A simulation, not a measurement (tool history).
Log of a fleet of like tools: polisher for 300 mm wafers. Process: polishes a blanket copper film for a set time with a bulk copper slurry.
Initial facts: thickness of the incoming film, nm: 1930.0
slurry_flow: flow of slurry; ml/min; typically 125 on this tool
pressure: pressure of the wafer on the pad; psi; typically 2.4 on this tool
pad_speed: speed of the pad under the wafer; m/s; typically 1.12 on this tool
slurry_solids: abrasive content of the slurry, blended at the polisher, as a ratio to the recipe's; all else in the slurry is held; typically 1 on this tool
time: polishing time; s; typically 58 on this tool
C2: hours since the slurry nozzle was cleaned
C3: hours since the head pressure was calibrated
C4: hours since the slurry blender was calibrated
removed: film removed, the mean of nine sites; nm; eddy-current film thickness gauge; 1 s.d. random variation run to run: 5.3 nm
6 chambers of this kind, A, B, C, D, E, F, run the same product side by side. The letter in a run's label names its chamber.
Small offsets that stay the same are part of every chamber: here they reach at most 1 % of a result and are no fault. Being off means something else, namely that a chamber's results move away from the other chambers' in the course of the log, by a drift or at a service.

run 1F hour=3.6 | slurry_flow=125 pressure=2.4 pad_speed=1.12 slurry_solids=1 time=58 | wafers_polished_on_this_pad=534 C2=177.3 C3=254.5 C4=17.5 | removed=454.88
run 2E hour=7.7 | slurry_flow=125 pressure=2.4 pad_speed=1.12 slurry_solids=1 time=58 | wafers_polished_on_this_pad=795 C2=220.8 C3=71.4 C4=183.4 | removed=448.16
run 3B hour=15.2 | slurry_flow=125 pressure=2.4 pad_speed=1.12 slurry_solids=1 time=58 | wafers_polished_on_this_pad=292 C2=561.6 C3=162 C4=129.5 | removed=459.68
-- hour=16.9 chamber E: worn pad replaced by a new one
run 4A hour=21.6 | slurry_flow=125 pressure=2.4 pad_speed=1.12 slurry_solids=1 time=58 | wafers_polished_on_this_pad=539 C2=264.4 C3=1026.2 C4=101.5 | removed=452.54
-- hour=22.1 chamber F: worn pad replaced by a new one
-- hour=26.4 chamber C: worn pad replaced by a new one
run 5D hour=27.9 | slurry_flow=85 pressure=2.4 pad_speed=1.12 slurry_solids=1 time=71 | wafers_polished_on_this_pad=629 C2=319.5 C3=173.2 C4=129.1 | removed=509.73
run 6C hour=31.7 | slurry_flow=85 pressure=2.4 pad_speed=1.12 slurry_solids=1 time=71 | wafers_polished_on_this_pad=84 C2=854.4 C3=503.9 C4=88 | removed=506.4
run 7E hour=37.7 | slurry_flow=85 pressure=2.4 pad_speed=1.12 slurry_solids=1 time=71 | wafers_polished_on_this_pad=330 C2=250.8 C3=101.4 C4=213.4 | removed=504.57
-- hour=38 chamber D: worn pad replaced by a new one
run 8F hour=43 | slurry_flow=85 pressure=2.4 pad_speed=1.12 slurry_solids=1 time=71 | wafers_polished_on_this_pad=331 C2=216.7 C3=293.9 C4=56.9 | removed=513.47
run 9A hour=49.4 | slurry_flow=85 pressure=2.4 pad_speed=1.12 slurry_solids=1 time=71 | wafers_polished_on_this_pad=980 C2=292.2 C3=1054 C4=129.3 | removed=517.83
-- hour=55.8 chamber B: worn pad replaced by a new one
run 10B hour=57.6 | slurry_flow=85 pressure=2.4 pad_speed=1.12 slurry_solids=1 time=71 | wafers_polished_on_this_pad=30 C2=604 C3=204.4 C4=171.9 | removed=515.83
-- hour=64.7 chamber A: worn pad replaced by a new one
run 11C hour=65.9 | slurry_flow=125 pressure=2.4 pad_speed=1.12 slurry_solids=1 time=58 | wafers_polished_on_this_pad=627 C2=888.6 C3=538.1 C4=122.2 | removed=453.2
run 12D hour=70.2 | slurry_flow=125 pressure=2.4 pad_speed=1.12 slurry_solids=1 time=58 | wafers_polished_on_this_pad=512 C2=361.8 C3=215.5 C4=171.4 | removed=457.42
-- hour=70.8 chamber F: worn pad replaced by a new one
run 13E hour=74.3 | slurry_flow=125 pressure=2.4 pad_speed=1.12 slurry_solids=1 time=58 | wafers_polished_on_this_pad=910 C2=287.4 C3=138 C4=250 | removed=445.99
run 14B hour=80.1 | slurry_flow=125 pressure=2.4 pad_speed=1.48 slurry_solids=1 time=44 | wafers_polished_on_this_pad=386 C2=626.5 C3=226.9 C4=194.4 | removed=461.01
-- hour=80.9 chamber D: slurry nozzle cleaned
-- hour=83.2 chamber E: worn pad replaced by a new one
-- hour=85.8 chamber D: worn pad replaced by a new one
run 15D hour=86.5 | slurry_flow=125 pressure=2.4 pad_speed=1.48 slurry_solids=1 time=44 | wafers_polished_on_this_pad=11 C2=5.7 C3=231.8 C4=187.7 | removed=459.74
-- hour=89.3 chamber C: worn pad replaced by a new one
run 16C hour=93.7 | slurry_flow=125 pressure=2.4 pad_speed=1.48 slurry_solids=1 time=44 | wafers_polished_on_this_pad=70 C2=916.4 C3=565.9 C4=150 | removed=449.06
run 17A hour=98 | slurry_flow=125 pressure=2.4 pad_speed=1.48 slurry_solids=1 time=44 | wafers_polished_on_this_pad=528 C2=340.8 C3=1102.6 C4=177.9 | removed=450.89
-- hour=101.1 chamber B: slurry nozzle cleaned
run 18F hour=104.1 | slurry_flow=125 pressure=2.4 pad_speed=1.48 slurry_solids=1 time=44 | wafers_polished_on_this_pad=529 C2=277.8 C3=355 C4=118 | removed=462.68
run 19A hour=108 | slurry_flow=125 pressure=2.4 pad_speed=1.48 slurry_solids=1 time=44 | wafers_polished_on_this_pad=687 C2=350.8 C3=1112.6 C4=187.9 | removed=453.82
-- hour=108.7 chamber C: slurry nozzle cleaned
-- hour=111.6 chamber B: worn pad replaced by a new one
run 20C hour=111.9 | slurry_flow=125 pressure=2.4 pad_speed=1.12 slurry_solids=1 time=58 | wafers_polished_on_this_pad=359 C2=3.3 C3=584.1 C4=168.2 | removed=447.43
-- hour=113 chamber F: worn pad replaced by a new one
-- hour=118.6 chamber F: head pressure recalibrated
run 21B hour=118.8 | slurry_flow=125 pressure=2.4 pad_speed=1.12 slurry_solids=1 time=58 | wafers_polished_on_this_pad=115 C2=17.8 C3=265.6 C4=233.1 | removed=447.47
run 22E hour=124 | slurry_flow=125 pressure=2.4 pad_speed=1.12 slurry_solids=1 time=58 | wafers_polished_on_this_pad=648 C2=337.1 C3=187.7 C4=299.7 | removed=453.8
run 23F hour=128.4 | slurry_flow=125 pressure=2.4 pad_speed=1.12 slurry_solids=1 time=58 | wafers_polished_on_this_pad=244 C2=302.1 C3=9.8 C4=142.3 | removed=452
-- hour=131.6 chamber A: worn pad replaced by a new one
-- hour=136.2 chamber D: worn pad replaced by a new one
run 24D hour=136.3 | slurry_flow=125 pressure=2.4 pad_speed=1.12 slurry_solids=1 time=58 | wafers_polished_on_this_pad=2 C2=55.5 C3=281.6 C4=237.5 | removed=448.74
-- hour=137.6 chamber E: worn pad replaced by a new one
run 25D hour=141.7 | slurry_flow=125 pressure=2.4 pad_speed=1.12 slurry_solids=1 time=58 | wafers_polished_on_this_pad=88 C2=60.9 C3=287 C4=242.9 | removed=451.64
-- hour=144.1 chamber B: slurry blender recalibrated
-- hour=144.6 chamber C: worn pad replaced by a new one
run 26C hour=145.9 | slurry_flow=125 pressure=2.4 pad_speed=1.12 slurry_solids=1 time=58 | wafers_polished_on_this_pad=20 C2=37.3 C3=618.1 C4=202.2 | removed=448.3
run 27B hour=150.3 | slurry_flow=125 pressure=2.4 pad_speed=1.12 slurry_solids=1 time=58 | wafers_polished_on_this_pad=614 C2=49.3 C3=297.1 C4=6.3 | removed=453.55
-- hour=153.1 chamber F: slurry blender recalibrated
run 28A hour=154.2 | slurry_flow=125 pressure=2.4 pad_speed=1.12 slurry_solids=1 time=58 | wafers_polished_on_this_pad=359 C2=397 C3=1158.8 C4=234.1 | removed=439.94
run 29E hour=162.3 | slurry_flow=125 pressure=2.4 pad_speed=1.12 slurry_solids=0.8 time=58 | wafers_polished_on_this_pad=392 C2=375.4 C3=226 C4=338 | removed=424.95
-- hour=162.9 chamber F: worn pad replaced by a new one
run 30F hour=168.8 | slurry_flow=125 pressure=2.4 pad_speed=1.12 slurry_solids=0.8 time=58 | wafers_polished_on_this_pad=93 C2=342.5 C3=50.2 C4=15.7 | removed=443.13
run 31F hour=172.7 | slurry_flow=125 pressure=2.4 pad_speed=1.12 slurry_solids=0.8 time=58 | wafers_polished_on_this_pad=155 C2=346.4 C3=54.1 C4=19.6 | removed=443.27
run 32D hour=177.1 | slurry_flow=125 pressure=2.4 pad_speed=1.12 slurry_solids=0.8 time=58 | wafers_polished_on_this_pad=650 C2=96.3 C3=322.4 C4=278.3 | removed=443.04
-- hour=177.4 chamber D: worn pad replaced by a new one
-- hour=183.4 chamber B: worn pad replaced by a new one
run 33C hour=183.4 | slurry_flow=125 pressure=2.4 pad_speed=1.12 slurry_solids=0.8 time=58 | wafers_polished_on_this_pad=615 C2=74.8 C3=655.6 C4=239.7 | removed=430.54
run 34A hour=189.1 | slurry_flow=125 pressure=2.4 pad_speed=1.12 slurry_solids=0.8 time=58 | wafers_polished_on_this_pad=913 C2=431.9 C3=1193.7 C4=269 | removed=401.37
-- hour=195.6 chamber C: worn pad replaced by a new one
run 35E hour=196.2 | slurry_flow=125 pressure=2.4 pad_speed=1.12 slurry_solids=1 time=58 | wafers_polished_on_this_pad=930 C2=409.3 C3=259.9 C4=371.9 | removed=448.85
-- hour=197.2 chamber A: worn pad replaced by a new one
run 36B hour=200.5 | slurry_flow=125 pressure=2.4 pad_speed=1.12 slurry_solids=1 time=58 | wafers_polished_on_this_pad=271 C2=99.5 C3=347.3 C4=56.5 | removed=451.54
-- hour=207 chamber E: worn pad replaced by a new one
run 37B hour=207.3 | slurry_flow=125 pressure=2.4 pad_speed=1.12 slurry_solids=1 time=58 | wafers_polished_on_this_pad=379 C2=106.3 C3=354.1 C4=63.3 | removed=455.07
run 38A hour=211.7 | slurry_flow=125 pressure=2.4 pad_speed=1.12 slurry_solids=1 time=58 | wafers_polished_on_this_pad=230 C2=454.5 C3=1216.3 C4=291.6 | removed=416.2
run 39C hour=216.5 | slurry_flow=125 pressure=2.4 pad_speed=1.12 slurry_solids=1 time=58 | wafers_polished_on_this_pad=332 C2=107.9 C3=688.7 C4=272.8 | removed=457.33
-- hour=217.1 chamber F: worn pad replaced by a new one
-- hour=219.5 chamber D: worn pad replaced by a new one
run 40E hour=221.1 | slurry_flow=125 pressure=2.4 pad_speed=1.12 slurry_solids=1 time=58 | wafers_polished_on_this_pad=223 C2=434.2 C3=284.8 C4=396.8 | removed=461.54
run 41F hour=228.6 | slurry_flow=125 pressure=2.4 pad_speed=1.12 slurry_solids=1 time=58 | wafers_polished_on_this_pad=183 C2=402.3 C3=110 C4=75.5 | removed=459.77
run 42D hour=232.5 | slurry_flow=125 pressure=2.4 pad_speed=1.12 slurry_solids=1 time=58 | wafers_polished_on_this_pad=207 C2=151.7 C3=377.8 C4=333.7 | removed=460.67
run 43C hour=237.9 | slurry_flow=125 pressure=2.4 pad_speed=1.12 slurry_solids=1 time=58 | wafers_polished_on_this_pad=671 C2=129.3 C3=710.1 C4=294.2 | removed=454.1

Which is it: a chamber that has drifted or been left off by a service, a gauge drift common to all chambers, or only each chamber's usual small offset? If a chamber is off, name it and its likeliest cause.

Chamber A drifts away from the others.
Cause: slurry flow missing at the pad, % = 35.6.
The log may not separate it from: head's pressure below its setpoint, %; abrasive missing from the slurry, %.

Which of the 4 candidates below, each the usual settings with something changed and its results left as question marks, puts chamber A back in line with what the other chambers give on the usual settings?
In line means no further than this from the other chambers' mean on the usual settings: removed 18 nm
run 44A-1 hour=243.9 | slurry_flow=90 pressure=2.4 pad_speed=1.12 slurry_solids=1 time=58 | removed=?
run 44A-2 hour=243.9 | slurry_flow=125 pressure=2 pad_speed=1.12 slurry_solids=1 time=58 | removed=?
run 44A-3 hour=243.9 | slurry_flow=180 pressure=2.4 pad_speed=1.12 slurry_solids=1 time=58 | removed=?
run 44A-4 hour=243.9 | slurry_flow=130 pressure=2.4 pad_speed=1.34 slurry_solids=1 time=58 | removed=?

Usual-settings mean across the other chambers: removed 454.8 nm
run=44A-1 removed=369.33
run=44A-2 removed=345.3
run=44A-3 removed=453.91
run=44A-4 removed=501.31
The answer is 44A-3, which returns the chamber to within the allowed miss of the others.
